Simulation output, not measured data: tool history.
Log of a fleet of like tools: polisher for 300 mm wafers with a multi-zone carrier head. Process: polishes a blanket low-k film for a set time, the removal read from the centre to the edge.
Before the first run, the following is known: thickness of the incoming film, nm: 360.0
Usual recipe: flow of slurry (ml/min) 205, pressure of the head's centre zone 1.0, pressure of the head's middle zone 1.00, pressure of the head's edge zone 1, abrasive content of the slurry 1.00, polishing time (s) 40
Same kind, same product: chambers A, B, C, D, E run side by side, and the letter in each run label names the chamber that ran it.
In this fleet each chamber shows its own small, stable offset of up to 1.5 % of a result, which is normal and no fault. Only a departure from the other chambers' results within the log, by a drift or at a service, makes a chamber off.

| run | hour | flow of slurry (ml/min) | pressure of the head's centre zone | pressure of the head's middle zone | pressure of the head's edge zone | abrasive content of the slurry | polishing time (s) | wafers polished on this pad | hours since the slurry nozzle was cleaned | hours since the centre zone pressure was calibrated | hours since the edge zone pressure was calibrated | film removed at the wafer's centre (angstrom) | film removed at mid-radius (angstrom) | film removed at the wafer's edge (angstrom) |
|---|---|---|---|---|---|---|---|---|---|---|---|---|---|---|
|  | 2.1 | chamber B: slurry nozzle cleaned |
|  | 3.1 | chamber D: worn pad replaced by a new one |
| 1E | 8.0 | 205 | 1.0 | 1.00 | 1 | 1.00 | 40 | 571 | 88.2 | 242.5 | 123.4 | 150.49 | 146.25 | 149.70 |
| 2B | 13.4 | 205 | 1.0 | 1.00 | 1 | 1.00 | 40 | 688 | 11.4 | 311.5 | 173.7 | 149.26 | 147.80 | 147.25 |
|  | 17.1 | chamber B: worn pad replaced by a new one |
| 3A | 19.8 | 205 | 1.0 | 1.00 | 1 | 1.00 | 40 | 1033 | 56.5 | 148.9 | 387.1 | 148.19 | 145.89 | 147.41 |
|  | 23.2 | chamber E: worn pad replaced by a new one |
| 4D | 23.6 | 205 | 1.0 | 1.00 | 1 | 1.00 | 40 | 357 | 872.7 | 1366.2 | 535.4 | 145.06 | 147.03 | 147.27 |
|  | 25.4 | chamber D: slurry nozzle cleaned |
| 5C | 31.4 | 205 | 1.0 | 1.00 | 1 | 1.00 | 40 | 704 | 622.7 | 102.6 | 626.3 | 150.79 | 148.78 | 144.60 |
|  | 31.8 | chamber A: worn pad replaced by a new one |
| 6D | 36.1 | 205 | 1.0 | 1.00 | 1 | 1.00 | 40 | 574 | 10.7 | 1378.7 | 547.9 | 145.23 | 146.88 | 147.26 |
|  | 40.8 | chamber C: slurry nozzle cleaned |
| 7B | 41.4 | 205 | 1.0 | 1.00 | 1 | 1.00 | 40 | 423 | 39.4 | 339.5 | 201.7 | 147.34 | 152.60 | 151.78 |
| 8C | 49.6 | 205 | 1.0 | 1.00 | 1 | 1.00 | 40 | 1021 | 8.8 | 120.8 | 644.5 | 149.00 | 147.83 | 148.83 |
| 9A | 54.5 | 205 | 1.0 | 1.00 | 1 | 1.00 | 40 | 396 | 91.2 | 183.6 | 421.8 | 149.47 | 143.52 | 144.74 |
|  | 57.8 | chamber B: worn pad replaced by a new one |
| 10E | 60.6 | 205 | 1.0 | 1.00 | 1 | 1.00 | 40 | 652 | 140.8 | 295.1 | 176.0 | 147.32 | 145.74 | 148.79 |
|  | 63.9 | chamber C: worn pad replaced by a new one |
| 11B | 66.0 | 205 | 1.0 | 1.00 | 1 | 1.00 | 40 | 143 | 64.0 | 364.1 | 226.3 | 146.25 | 149.62 | 146.73 |
| 12E | 70.4 | 205 | 1.0 | 1.00 | 1 | 1.00 | 40 | 823 | 150.6 | 304.9 | 185.8 | 147.57 | 145.03 | 144.52 |
| 13C | 74.7 | 205 | 1.0 | 1.00 | 1 | 1.00 | 40 | 189 | 33.9 | 145.9 | 669.6 | 150.66 | 149.41 | 147.79 |
|  | 74.9 | chamber E: worn pad replaced by a new one |
|  | 78.3 | chamber D: centre zone pressure recalibrated |
| 14A | 78.8 | 205 | 1.0 | 1.00 | 1 | 1.00 | 40 | 819 | 115.5 | 207.9 | 446.1 | 147.28 | 143.84 | 147.75 |
|  | 79.6 | chamber D: worn pad replaced by a new one |
| 15D | 84.5 | 205 | 1.0 | 1.00 | 1 | 1.00 | 40 | 86 | 59.1 | 6.2 | 596.3 | 132.33 | 150.12 | 146.86 |
| 16B | 91.1 | 205 | 1.0 | 1.00 | 1 | 1.00 | 40 | 581 | 89.1 | 389.2 | 251.4 | 146.50 | 148.24 | 149.10 |
| 17A | 98.2 | 205 | 1.0 | 1.00 | 1 | 1.00 | 40 | 1157 | 134.9 | 227.3 | 465.5 | 148.89 | 147.85 | 150.00 |
|  | 99.8 | chamber A: worn pad replaced by a new one |
|  | 102.7 | chamber B: worn pad replaced by a new one |
| 18D | 102.9 | 205 | 1.0 | 1.00 | 1 | 1.00 | 40 | 407 | 77.5 | 24.6 | 614.7 | 130.95 | 147.66 | 145.73 |
| 19C | 109.3 | 205 | 1.0 | 1.00 | 1 | 1.00 | 40 | 791 | 68.5 | 180.5 | 704.2 | 147.52 | 149.92 | 151.77 |
| 20E | 115.8 | 165 | 1.0 | 1.00 | 1 | 0.75 | 40 | 713 | 196.0 | 350.3 | 231.2 | 123.63 | 122.61 | 124.36 |
| 21C | 122.8 | 165 | 1.0 | 1.00 | 1 | 0.75 | 40 | 1026 | 82.0 | 194.0 | 717.7 | 126.02 | 123.05 | 124.98 |
|  | 124.4 | chamber E: worn pad replaced by a new one |
| 22A | 128.4 | 165 | 1.0 | 1.00 | 1 | 0.75 | 40 | 498 | 165.1 | 257.5 | 495.7 | 123.45 | 120.37 | 126.84 |
|  | 132.1 | chamber C: worn pad replaced by a new one |
| 23B | 135.1 | 165 | 1.0 | 1.00 | 1 | 0.75 | 40 | 564 | 133.1 | 433.2 | 295.4 | 122.74 | 125.45 | 121.42 |
|  | 140.8 | chamber B: worn pad replaced by a new one |
|  | 141.8 | chamber B: edge zone pressure recalibrated |
| 24D | 142.7 | 165 | 1.0 | 1.00 | 1 | 0.75 | 40 | 1100 | 117.3 | 64.4 | 654.5 | 109.17 | 121.53 | 124.78 |
|  | 144.9 | chamber E: slurry nozzle cleaned |
| 25E | 149.1 | 205 | 1.1 | 1.00 | 1 | 1.00 | 40 | 431 | 4.2 | 383.6 | 264.5 | 163.59 | 147.66 | 148.25 |
| 26B | 156.2 | 205 | 1.1 | 1.00 | 1 | 1.00 | 40 | 268 | 154.2 | 454.3 | 14.5 | 163.83 | 151.40 | 149.60 |
|  | 158.5 | chamber D: worn pad replaced by a new one |
|  | 159.5 | chamber A: worn pad replaced by a new one |
| 27C | 160.9 | 205 | 1.1 | 1.00 | 1 | 1.00 | 40 | 502 | 120.1 | 232.1 | 755.8 | 169.01 | 147.51 | 150.00 |
| 28E | 165.3 | 205 | 1.1 | 1.00 | 1 | 1.00 | 40 | 713 | 20.4 | 399.8 | 280.7 | 164.41 | 145.03 | 147.31 |
| 29D | 170.0 | 205 | 1.1 | 1.00 | 1 | 1.00 | 40 | 201 | 144.6 | 91.7 | 681.8 | 145.71 | 149.52 | 148.73 |
| 30A | 173.6 | 205 | 1.0 | 1.00 | 1 | 1.00 | 40 | 246 | 210.3 | 302.7 | 540.9 | 148.34 | 147.92 | 147.53 |
|  | 175.1 | chamber E: worn pad replaced by a new one |
| 31C | 177.2 | 205 | 1.0 | 1.00 | 1 | 1.00 | 40 | 786 | 136.4 | 248.4 | 772.1 | 150.09 | 150.37 | 148.00 |
| 32B | 181.7 | 205 | 1.0 | 1.00 | 1 | 1.00 | 40 | 712 | 179.7 | 479.8 | 40.0 | 150.01 | 146.90 | 148.57 |
|  | 184.6 | chamber B: worn pad replaced by a new one |
| 33A | 187.4 | 205 | 1.0 | 1.07 | 1 | 1.00 | 40 | 486 | 224.1 | 316.5 | 554.7 | 147.33 | 155.99 | 149.53 |
| 34E | 193.6 | 205 | 1.0 | 1.07 | 1 | 1.00 | 40 | 323 | 48.7 | 428.1 | 309.0 | 148.16 | 156.55 | 146.48 |
| 35D | 199.6 | 205 | 1.0 | 1.07 | 1 | 1.00 | 40 | 717 | 174.2 | 121.3 | 711.4 | 131.92 | 153.84 | 148.60 |
| 36B | 203.8 | 205 | 1.0 | 1.07 | 1 | 1.00 | 40 | 335 | 201.8 | 501.9 | 62.1 | 147.89 | 157.69 | 148.55 |

What goes on in this fleet: one chamber off, a drifting gauge, or nothing beyond the chambers' own small offsets? Name the chamber and the cause, if any.

Chamber D has stood off from the others ever since a service on it.
Most likely cause: centre zone's pressure below its setpoint, % = 8.81.

Which of the 4 candidates below, each the usual settings with something changed and its results left as question marks, puts chamber D back in line with what the other chambers give on the usual settings?
Maximum distance from the other chambers' mean on the usual settings for a result to count as in line: film removed at the wafer's centre (angstrom) 5.00; film removed at mid-radius (angstrom) 6.40; film removed at the wafer's edge (angstrom) 7.70
| 37D-1 | 209.7 | 200 | 0.92 | 1.03 | 1.02 | 1.00 | 39 |  |  |  |  | ? | ? | ? |
| 37D-2 | 209.7 | 210 | 1.09 | 0.97 | 0.98 | 1.00 | 41 |  |  |  |  | ? | ? | ? |
| 37D-3 | 209.7 | 210 | 1.05 | 0.99 | 0.99 | 1.00 | 40 |  |  |  |  | ? | ? | ? |
| 37D-4 | 209.7 | 205 | 0.96 | 1.01 | 1.01 | 1.00 | 40 |  |  |  |  | ? | ? | ? |

On the usual settings, the other chambers give on average: film removed at the wafer's centre (angstrom) 148.22; film removed at mid-radius (angstrom) 147.64; film removed at the wafer's edge (angstrom) 147.77
| run | film removed at the wafer's centre (angstrom) | film removed at mid-radius (angstrom) | film removed at the wafer's edge (angstrom) |
|---|---|---|---|
| 37D-1 | 116.80 | 148.02 | 144.54 |
| 37D-2 | 149.61 | 148.27 | 149.67 |
| 37D-3 | 140.03 | 147.38 | 146.76 |
| 37D-4 | 126.18 | 149.63 | 147.91 |
The right change is 37D-2: it brings the chamber back within the allowed miss of the others.
